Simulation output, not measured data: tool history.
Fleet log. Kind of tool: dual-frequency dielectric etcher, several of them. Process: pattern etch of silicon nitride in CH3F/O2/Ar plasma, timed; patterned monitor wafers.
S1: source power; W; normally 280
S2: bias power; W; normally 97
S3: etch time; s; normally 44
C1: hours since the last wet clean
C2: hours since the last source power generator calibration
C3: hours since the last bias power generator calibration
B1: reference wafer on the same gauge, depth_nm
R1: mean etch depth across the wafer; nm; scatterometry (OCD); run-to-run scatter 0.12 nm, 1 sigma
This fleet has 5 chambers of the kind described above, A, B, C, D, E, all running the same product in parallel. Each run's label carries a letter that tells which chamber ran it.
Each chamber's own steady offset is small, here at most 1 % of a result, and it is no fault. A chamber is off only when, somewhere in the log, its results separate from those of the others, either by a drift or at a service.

| run | day | S1 | S2 | S3 | C1 | C2 | C3 | B1 | R1 |
|---|---|---|---|---|---|---|---|---|---|
| 1B | 0.25 | 280 | 97 | 44 | 302 | 789.7 | 44.9 | 30.916 | 29.835 |
| 2C | 0.55 | 280 | 97 | 44 | 355.8 | 4165.6 | 290.3 | 30.915 | 30.476 |
| 3A | 0.754 | 280 | 97 | 44 | 395.9 | 2729.7 | 852.7 | 30.897 | 29.844 |
| 4D | 1.067 | 280 | 97 | 44 | 256.4 | 1248.5 | 1584.8 | 30.864 | 30.169 |
| 5E | 1.229 | 280 | 97 | 44 | 254.6 | 1376 | 53.1 | 30.906 | 29.835 |
| 6C | 1.538 | 280 | 97 | 44 | 379.5 | 4189.3 | 314 | 30.916 | 30.147 |
| 7E | 1.712 | 280 | 97 | 44 | 266.2 | 1387.6 | 64.7 | 30.938 | 29.694 |
|  | 1.904 | chamber A: wet clean of the chamber |
| 8A | 1.996 | 280 | 97 | 44 | 2.2 | 2759.5 | 882.5 | 30.89 | 29.674 |
| 9D | 2.142 | 280 | 97 | 44 | 282.2 | 1274.3 | 1610.6 | 30.92 | 30.118 |
| 10B | 2.438 | 280 | 97 | 44 | 354.5 | 842.2 | 97.4 | 30.9 | 29.778 |
| 11A | 2.621 | 280 | 97 | 44 | 17.2 | 2774.5 | 897.5 | 30.894 | 29.768 |
|  | 2.767 | chamber C: wet clean of the chamber |
| 12E | 2.946 | 280 | 97 | 44 | 295.8 | 1417.2 | 94.3 | 30.914 | 29.738 |
| 13C | 3.104 | 280 | 97 | 44 | 8.1 | 4226.9 | 351.6 | 30.911 | 30.017 |
| 14D | 3.404 | 280 | 97 | 44 | 312.5 | 1304.6 | 1640.9 | 30.907 | 30.121 |
| 15B | 3.579 | 280 | 97 | 44 | 381.9 | 869.6 | 124.8 | 30.887 | 29.966 |
|  | 3.65 | chamber C: source power generator calibrated |
| 16E | 3.796 | 330 | 97 | 44 | 316.2 | 1437.6 | 114.7 | 30.89 | 31.738 |
| 17A | 3.979 | 330 | 97 | 44 | 49.8 | 2807.1 | 930.1 | 30.877 | 31.615 |
| 18D | 4.183 | 330 | 97 | 44 | 331.2 | 1323.3 | 1659.6 | 30.905 | 32.055 |
| 19B | 4.508 | 330 | 97 | 44 | 404.2 | 891.9 | 147.1 | 30.911 | 31.637 |
| 20C | 4.833 | 330 | 97 | 44 | 49.6 | 28.4 | 393.1 | 30.931 | 32.05 |
| 21C | 5.012 | 280 | 97 | 44 | 53.9 | 32.7 | 397.4 | 30.918 | 30.275 |
| 22A | 5.179 | 280 | 97 | 44 | 78.6 | 2835.9 | 958.9 | 30.885 | 29.916 |
| 23B | 5.433 | 280 | 97 | 44 | 426.4 | 914.1 | 169.3 | 30.876 | 29.75 |
| 24E | 5.688 | 280 | 97 | 44 | 361.6 | 1483 | 160.1 | 30.883 | 29.717 |
| 25D | 5.892 | 280 | 97 | 44 | 372.2 | 1364.3 | 1700.6 | 30.902 | 30.218 |
| 26E | 6.192 | 230 | 97 | 56.5 | 373.7 | 1495.1 | 172.2 | 30.903 | 35.621 |
| 27B | 6.492 | 230 | 97 | 56.5 | 451.8 | 939.5 | 194.7 | 30.928 | 36.031 |
| 28A | 6.783 | 230 | 97 | 56.5 | 117.1 | 2874.4 | 997.4 | 30.901 | 35.449 |
| 29C | 6.996 | 230 | 97 | 56.5 | 101.5 | 80.3 | 445 | 30.882 | 36.478 |
| 30D | 7.238 | 230 | 97 | 56.5 | 404.5 | 1396.6 | 1732.9 | 30.889 | 35.854 |
| 31C | 7.404 | 280 | 97 | 44 | 111.3 | 90.1 | 454.8 | 30.895 | 30.176 |

Has any chamber moved away from the others, gradually or after a service, or does the common gauge drift, or do the chambers differ only by their own small steady offsets? State the chamber and the most likely cause if one applies.

No chamber stands off beyond its own small offset, and the gauge holds steady.
